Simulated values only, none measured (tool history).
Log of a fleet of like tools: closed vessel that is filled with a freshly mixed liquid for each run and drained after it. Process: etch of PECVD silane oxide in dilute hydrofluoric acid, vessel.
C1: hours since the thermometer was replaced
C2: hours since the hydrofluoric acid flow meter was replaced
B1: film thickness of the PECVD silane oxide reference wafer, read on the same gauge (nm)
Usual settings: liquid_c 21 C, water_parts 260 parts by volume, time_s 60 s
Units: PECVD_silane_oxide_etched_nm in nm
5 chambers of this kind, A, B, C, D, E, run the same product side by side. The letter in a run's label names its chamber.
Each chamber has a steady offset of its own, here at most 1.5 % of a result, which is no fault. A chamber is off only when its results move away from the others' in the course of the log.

Run 1E, hour 5.5: usual settings; C1 2206.7; C2 879.1; B1 50.027. Result: PECVD_silane_oxide_etched_nm 6.7893 nm.
Run 2A, hour 11.1: usual settings; C1 537.4; C2 264; B1 49.997. Result: PECVD_silane_oxide_etched_nm 6.7759 nm.
Run 3C, hour 17.7: usual settings; C1 960.8; C2 359.4; B1 50.021. Result: PECVD_silane_oxide_etched_nm 6.6071 nm.
Run 4D, hour 25.5: usual settings; C1 270; C2 1755.8; B1 49.988. Result: PECVD_silane_oxide_etched_nm 6.706 nm.
At hour 28.7: chamber E: thermometer replaced.
Run 5B, hour 34.2: usual settings; C1 64.1; C2 280; B1 49.986. Result: PECVD_silane_oxide_etched_nm 6.8252 nm.
Run 6B, hour 43.5: usual settings; C1 73.4; C2 289.3; B1 49.995. Result: PECVD_silane_oxide_etched_nm 6.7405 nm.
Run 7A, hour 49.3: usual settings; C1 575.6; C2 302.2; B1 49.991. Result: PECVD_silane_oxide_etched_nm 6.7151 nm.
Run 8D, hour 56: usual settings; C1 300.5; C2 1786.3; B1 49.996. Result: PECVD_silane_oxide_etched_nm 6.7573 nm.
Run 9E, hour 61.2: usual settings; C1 32.5; C2 934.8; B1 49.994. Result: PECVD_silane_oxide_etched_nm 6.7092 nm.
At hour 62.3: chamber C: hydrofluoric acid flow meter replaced.
Run 10C, hour 66.8: usual settings but water_parts 380 parts by volume, time_s 35 s; C1 1009.9; C2 4.5; B1 50.015. Result: PECVD_silane_oxide_etched_nm 2.4103 nm.
Run 11E, hour 73: usual settings but water_parts 380 parts by volume, time_s 35 s; C1 44.3; C2 946.6; B1 49.987. Result: PECVD_silane_oxide_etched_nm 2.4254 nm.
Run 12A, hour 80.9: usual settings but water_parts 380 parts by volume, time_s 35 s; C1 607.2; C2 333.8; B1 49.994. Result: PECVD_silane_oxide_etched_nm 2.4026 nm.
Run 13D, hour 85.3: usual settings but water_parts 380 parts by volume, time_s 35 s; C1 329.8; C2 1815.6; B1 50.016. Result: PECVD_silane_oxide_etched_nm 2.3835 nm.
Run 14C, hour 93.9: usual settings but water_parts 380 parts by volume, time_s 35 s; C1 1037; C2 31.6; B1 50.002. Result: PECVD_silane_oxide_etched_nm 2.3907 nm.
Run 15B, hour 102.1: usual settings; C1 132; C2 347.9; B1 49.991. Result: PECVD_silane_oxide_etched_nm 6.6957 nm.
Run 16E, hour 111.8: usual settings; C1 83.1; C2 985.4; B1 49.982. Result: PECVD_silane_oxide_etched_nm 6.6475 nm.
Run 17B, hour 117.9: usual settings; C1 147.8; C2 363.7; B1 50.026. Result: PECVD_silane_oxide_etched_nm 6.822 nm.
Run 18A, hour 125: usual settings; C1 651.3; C2 377.9; B1 50.002. Result: PECVD_silane_oxide_etched_nm 6.6067 nm.
Run 19D, hour 132.2: usual settings; C1 376.7; C2 1862.5; B1 50.003. Result: PECVD_silane_oxide_etched_nm 6.6917 nm.
Run 20C, hour 141.5: usual settings but liquid_c 18.5 C, time_s 80 s; C1 1084.6; C2 79.2; B1 49.993. Result: PECVD_silane_oxide_etched_nm 8.151 nm.
Run 21E, hour 146.8: usual settings but liquid_c 18.5 C, time_s 80 s; C1 118.1; C2 1020.4; B1 49.959. Result: PECVD_silane_oxide_etched_nm 8.0684 nm.
Run 22D, hour 153: usual settings but liquid_c 18.5 C, time_s 80 s; C1 397.5; C2 1883.3; B1 49.991. Result: PECVD_silane_oxide_etched_nm 8.1685 nm.
Run 23C, hour 157.7: usual settings but liquid_c 18.5 C, time_s 80 s; C1 1100.8; C2 95.4; B1 50.006. Result: PECVD_silane_oxide_etched_nm 8.1516 nm.
Run 24A, hour 165.6: usual settings but liquid_c 18.5 C, time_s 80 s; C1 691.9; C2 418.5; B1 49.99. Result: PECVD_silane_oxide_etched_nm 7.9033 nm.
Run 25B, hour 170.2: usual settings; C1 200.1; C2 416; B1 50.012. Result: PECVD_silane_oxide_etched_nm 6.7572 nm.
Run 26C, hour 176.9: usual settings; C1 1120; C2 114.6; B1 50.023. Result: PECVD_silane_oxide_etched_nm 6.7833 nm.
Run 27A, hour 181.8: usual settings; C1 708.1; C2 434.7; B1 49.98. Result: PECVD_silane_oxide_etched_nm 6.5348 nm.
Run 28E, hour 190.1: usual settings; C1 161.4; C2 1063.7; B1 49.988. Result: PECVD_silane_oxide_etched_nm 6.6349 nm.
Run 29B, hour 199.5: usual settings; C1 229.4; C2 445.3; B1 50.005. Result: PECVD_silane_oxide_etched_nm 6.6755 nm.
Run 30D, hour 205.7: usual settings but water_parts 210 parts by volume, time_s 75 s; C1 450.2; C2 1936; B1 49.98. Result: PECVD_silane_oxide_etched_nm 10.967 nm.
At hour 211.6: chamber C: thermometer replaced.
Run 31B, hour 215.5: usual settings but water_parts 210 parts by volume, time_s 75 s; C1 245.4; C2 461.3; B1 49.986. Result: PECVD_silane_oxide_etched_nm 11.139 nm.
Run 32C, hour 221.1: usual settings but water_parts 210 parts by volume, time_s 75 s; C1 9.6; C2 158.8; B1 50.028. Result: PECVD_silane_oxide_etched_nm 10.969 nm.
Run 33A, hour 230: usual settings but water_parts 210 parts by volume, time_s 75 s; C1 756.3; C2 482.9; B1 49.998. Result: PECVD_silane_oxide_etched_nm 10.333 nm.
Run 34E, hour 237: usual settings but water_parts 210 parts by volume, time_s 75 s; C1 208.3; C2 1110.6; B1 49.998. Result: PECVD_silane_oxide_etched_nm 10.829 nm.
Run 35D, hour 245.5: usual settings; C1 490; C2 1975.8; B1 49.997. Result: PECVD_silane_oxide_etched_nm 6.7553 nm.
Run 36E, hour 253.2: usual settings; C1 224.5; C2 1126.8; B1 49.999. Result: PECVD_silane_oxide_etched_nm 6.7337 nm.
Run 37C, hour 262.6: usual settings; C1 51.1; C2 200.3; B1 50.007. Result: PECVD_silane_oxide_etched_nm 6.6856 nm.
At hour 265.3: chamber D: hydrofluoric acid flow meter replaced.
Run 38B, hour 272.3: usual settings; C1 302.2; C2 518.1; B1 49.994. Result: PECVD_silane_oxide_etched_nm 6.7649 nm.
Run 39D, hour 280.4: usual settings; C1 524.9; C2 15.1; B1 50. Result: PECVD_silane_oxide_etched_nm 6.7543 nm.
Run 40A, hour 287.8: usual settings; C1 814.1; C2 540.7; B1 49.986. Result: PECVD_silane_oxide_etched_nm 6.3686 nm.

Next, every chamber runs the same settings. What will each give?
Run 41A, hour 295.1: usual settings. Result: PECVD_silane_oxide_etched_nm ?.
Run 41B, hour 295.1: usual settings. Result: PECVD_silane_oxide_etched_nm ?.
Run 41C, hour 295.1: usual settings. Result: PECVD_silane_oxide_etched_nm ?.
Run 41D, hour 295.1: usual settings. Result: PECVD_silane_oxide_etched_nm ?.
Run 41E, hour 295.1: usual settings. Result: PECVD_silane_oxide_etched_nm ?.

run  PECVD_silane_oxide_etched_nm
41A                        6.3837
41B                        6.8808
41C                         6.776
41D                        6.7531
41E                        6.7852

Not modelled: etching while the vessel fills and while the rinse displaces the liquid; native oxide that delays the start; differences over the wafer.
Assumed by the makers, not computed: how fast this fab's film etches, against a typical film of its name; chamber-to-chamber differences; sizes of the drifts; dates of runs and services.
